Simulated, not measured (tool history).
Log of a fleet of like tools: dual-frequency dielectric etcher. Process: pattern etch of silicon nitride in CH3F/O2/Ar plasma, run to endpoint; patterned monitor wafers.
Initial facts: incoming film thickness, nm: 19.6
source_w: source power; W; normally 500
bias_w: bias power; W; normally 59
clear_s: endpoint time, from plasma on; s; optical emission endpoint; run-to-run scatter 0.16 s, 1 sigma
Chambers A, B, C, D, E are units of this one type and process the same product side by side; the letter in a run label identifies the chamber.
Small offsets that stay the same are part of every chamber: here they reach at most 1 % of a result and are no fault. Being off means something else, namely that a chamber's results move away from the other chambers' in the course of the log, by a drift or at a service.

Run 1D, hour 7.9: usual settings. Result: clear_s 28.240 s.
Run 2A, hour 16.8: usual settings. Result: clear_s 27.700 s.
Run 3E, hour 25.5: usual settings. Result: clear_s 28.191 s.
At hour 26.9: chamber A: source power generator calibrated.
Run 4B, hour 33.6: usual settings. Result: clear_s 28.194 s.
Run 5C, hour 42.0: usual settings. Result: clear_s 28.178 s.
Run 6C, hour 47.5: usual settings. Result: clear_s 28.226 s.
Run 7E, hour 56.6: usual settings. Result: clear_s 28.132 s.
Run 8B, hour 61.0: usual settings. Result: clear_s 27.740 s.
Run 9A, hour 68.4: usual settings. Result: clear_s 27.689 s.
Run 10D, hour 77.5: usual settings. Result: clear_s 28.154 s.
Run 11A, hour 83.2: usual settings. Result: clear_s 27.757 s.
Run 12E, hour 88.5: usual settings. Result: clear_s 28.487 s.
Run 13B, hour 97.1: usual settings. Result: clear_s 27.822 s.
Run 14C, hour 104.8: usual settings. Result: clear_s 27.675 s.
Run 15D, hour 112.8: usual settings but source_w 460 W, bias_w 51 W. Result: clear_s 29.983 s.
Run 16B, hour 118.2: usual settings but source_w 460 W, bias_w 51 W. Result: clear_s 30.325 s.
Run 17E, hour 127.1: usual settings but source_w 460 W, bias_w 51 W. Result: clear_s 30.770 s.
Run 18C, hour 134.8: usual settings but source_w 460 W, bias_w 51 W. Result: clear_s 30.210 s.
Run 19D, hour 141.5: usual settings but source_w 460 W, bias_w 51 W. Result: clear_s 30.311 s.
Run 20A, hour 150.1: usual settings but source_w 580 W, bias_w 49 W. Result: clear_s 27.621 s.
Run 21A, hour 157.4: usual settings but source_w 580 W, bias_w 49 W. Result: clear_s 27.712 s.
At hour 158.7: chamber C: wet clean of the chamber.
Run 22B, hour 166.1: usual settings but source_w 580 W, bias_w 49 W. Result: clear_s 27.818 s.
Run 23D, hour 174.8: usual settings but source_w 580 W, bias_w 49 W. Result: clear_s 27.808 s.
Run 24E, hour 181.1: usual settings but source_w 580 W, bias_w 49 W. Result: clear_s 28.456 s.
Run 25C, hour 189.9: usual settings but source_w 570 W, bias_w 50 W. Result: clear_s 28.179 s.
Run 26B, hour 198.7: usual settings but source_w 570 W, bias_w 50 W. Result: clear_s 27.873 s.
Run 27D, hour 207.8: usual settings but source_w 570 W, bias_w 50 W. Result: clear_s 28.192 s.
At hour 210.5: chamber D: wet clean of the chamber.
Run 28A, hour 213.4: usual settings but source_w 570 W, bias_w 50 W. Result: clear_s 27.534 s.
At hour 218.0: chamber A: bias power generator calibrated.
Run 29C, hour 221.5: usual settings but source_w 570 W, bias_w 50 W. Result: clear_s 27.920 s.
Run 30E, hour 230.2: usual settings. Result: clear_s 29.388 s.
Run 31B, hour 236.9: usual settings. Result: clear_s 27.955 s.
Run 32C, hour 244.4: usual settings. Result: clear_s 27.950 s.
Run 33E, hour 252.0: usual settings but source_w 570 W, bias_w 52 W. Result: clear_s 28.688 s.
Run 34D, hour 260.8: usual settings but source_w 570 W, bias_w 52 W. Result: clear_s 27.526 s.
Run 35A, hour 269.4: usual settings but source_w 570 W, bias_w 52 W. Result: clear_s 27.567 s.
Run 36E, hour 274.4: usual settings but source_w 570 W, bias_w 52 W. Result: clear_s 29.074 s.
Run 37B, hour 278.4: usual settings but source_w 570 W, bias_w 52 W. Result: clear_s 27.624 s.
Run 38D, hour 285.3: usual settings. Result: clear_s 27.946 s.

The same settings go to every chamber for the next run, one line per chamber below. Forecast the results for each:
Run 39A, hour 291.8: usual settings. Result: clear_s ?.
Run 39B, hour 291.8: usual settings. Result: clear_s ?.
Run 39C, hour 291.8: usual settings. Result: clear_s ?.
Run 39D, hour 291.8: usual settings. Result: clear_s ?.
Run 39E, hour 291.8: usual settings. Result: clear_s ?.

run  clear_s
39A   27.517
39B   27.931
39C   27.881
39D   27.663
39E   29.314
